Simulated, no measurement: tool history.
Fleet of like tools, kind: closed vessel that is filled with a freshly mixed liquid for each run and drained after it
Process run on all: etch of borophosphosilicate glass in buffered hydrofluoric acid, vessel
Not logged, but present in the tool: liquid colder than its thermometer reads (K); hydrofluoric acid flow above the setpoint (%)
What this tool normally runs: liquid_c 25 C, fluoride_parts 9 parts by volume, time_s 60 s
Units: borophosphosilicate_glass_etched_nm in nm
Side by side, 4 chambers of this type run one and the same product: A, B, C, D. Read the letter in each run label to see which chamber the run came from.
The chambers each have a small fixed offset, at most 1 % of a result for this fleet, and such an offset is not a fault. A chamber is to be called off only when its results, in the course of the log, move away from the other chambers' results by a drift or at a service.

run,hour,liquid_c,fluoride_parts,time_s,hours since the thermometer was replaced,hours since the hydrofluoric acid flow meter was replaced,"read-back film thickness of the borophosphosilicate glass reference wafer, read on the same gauge (nm)",borophosphosilicate_glass_etched_nm
1D,7.4,25,9,60,2016.6,631.4,130.04,186.27
2B,20.6,25,9,60,1063.6,528,130.01,185.61
# hour 20.8: chamber C: hydrofluoric acid flow meter replaced
3C,30.9,25,9,60,1154.7,10.2,129.98,184.71
4A,40.6,25,9,60,351.7,491.2,129.95,183.42
5D,47.2,25,9,60,2056.4,671.2,129.99,187.97
6B,53.6,25,9,60,1096.6,561,130.01,187.41
7C,66.8,25,9,60,1190.6,46.1,129.95,182.92
8A,78.6,25,9,60,389.7,529.2,130.02,184.92
9A,88.3,25,9,60,399.4,538.9,130.03,182.18
10D,95.8,25,9,60,2105,719.8,130.01,188.77
11C,110.1,25,9,60,1233.9,89.4,129.99,183.81
12B,117.8,25,9,60,1160.8,625.2,129.97,184.9
13A,130.7,25,9,60,441.8,581.3,130,182.44
14B,143.2,25,9,60,1186.2,650.6,129.97,189.07
15C,156.7,25,9,60,1280.5,136,130.01,183.98
16D,169.6,25,9,60,2178.8,793.6,130.03,187.05
17C,177.5,25,9,60,1301.3,156.8,130.01,186.68
18D,188.8,25,9,60,2198,812.8,129.98,185.54
19A,203,29.5,9,60,514.1,653.6,130,235.54
20B,213.1,29.5,9,60,1256.1,720.5,130.01,236.6
21B,226.8,29.5,9,60,1269.8,734.2,130.01,237.71
22A,237.1,29.5,9,60,548.2,687.7,130.01,235.31
23C,249.5,25,9,60,1373.3,228.8,130.04,184.67
24D,260.7,25,9,60,2269.9,884.7,130.03,186.19
25D,270.5,25,9,60,2279.7,894.5,130.02,186.89
26A,282.3,25,9,60,593.4,732.9,130,184.33
# hour 288.4: chamber D: thermometer replaced
27C,293.3,25,9,60,1417.1,272.6,130.02,183.6
28B,305.4,25,9,60,1348.4,812.8,130,186.25
29A,316.1,25,9,60,627.2,766.7,129.94,185.17
30C,323.8,25,9,60,1447.6,303.1,130.03,182.38
31B,333.3,21.5,10,60,1376.3,840.7,129.98,146.15
32D,344.7,21.5,10,60,56.4,968.7,129.93,143.89
33D,353.9,21.5,10,60,65.6,977.9,129.97,144.61
34C,363.2,21.5,10,60,1487,342.5,130,144.15
35B,374.8,25,9,60,1417.8,882.2,129.98,186.24
36A,381.4,25,9,60,692.5,832,129.99,184.34
37D,394.9,25,9,60,106.6,1018.9,129.98,186.4
38B,403.3,25,9,60,1446.3,910.7,129.99,186.87
39C,415.5,25,9,60,1539.3,394.8,129.99,182.75
40A,427.9,25,9,60,739,878.5,130.02,185.72
41C,440.3,25,9,60,1564.1,419.6,129.97,183.97
42B,450.8,25,9,60,1493.8,958.2,130,187.84
43D,462.2,21.5,12,60,173.9,1086.2,130.04,120.22

Next, all 4 chambers run the settings below, one line each with question marks for the results. What does each chamber give?
44A,472.5,25,10.5,60,,,,?
44B,472.5,25,10.5,60,,,,?
44C,472.5,25,10.5,60,,,,?
44D,472.5,25,10.5,60,,,,?

run,borophosphosilicate_glass_etched_nm
44A,163.38
44B,167.78
44C,164.41
44D,168.1

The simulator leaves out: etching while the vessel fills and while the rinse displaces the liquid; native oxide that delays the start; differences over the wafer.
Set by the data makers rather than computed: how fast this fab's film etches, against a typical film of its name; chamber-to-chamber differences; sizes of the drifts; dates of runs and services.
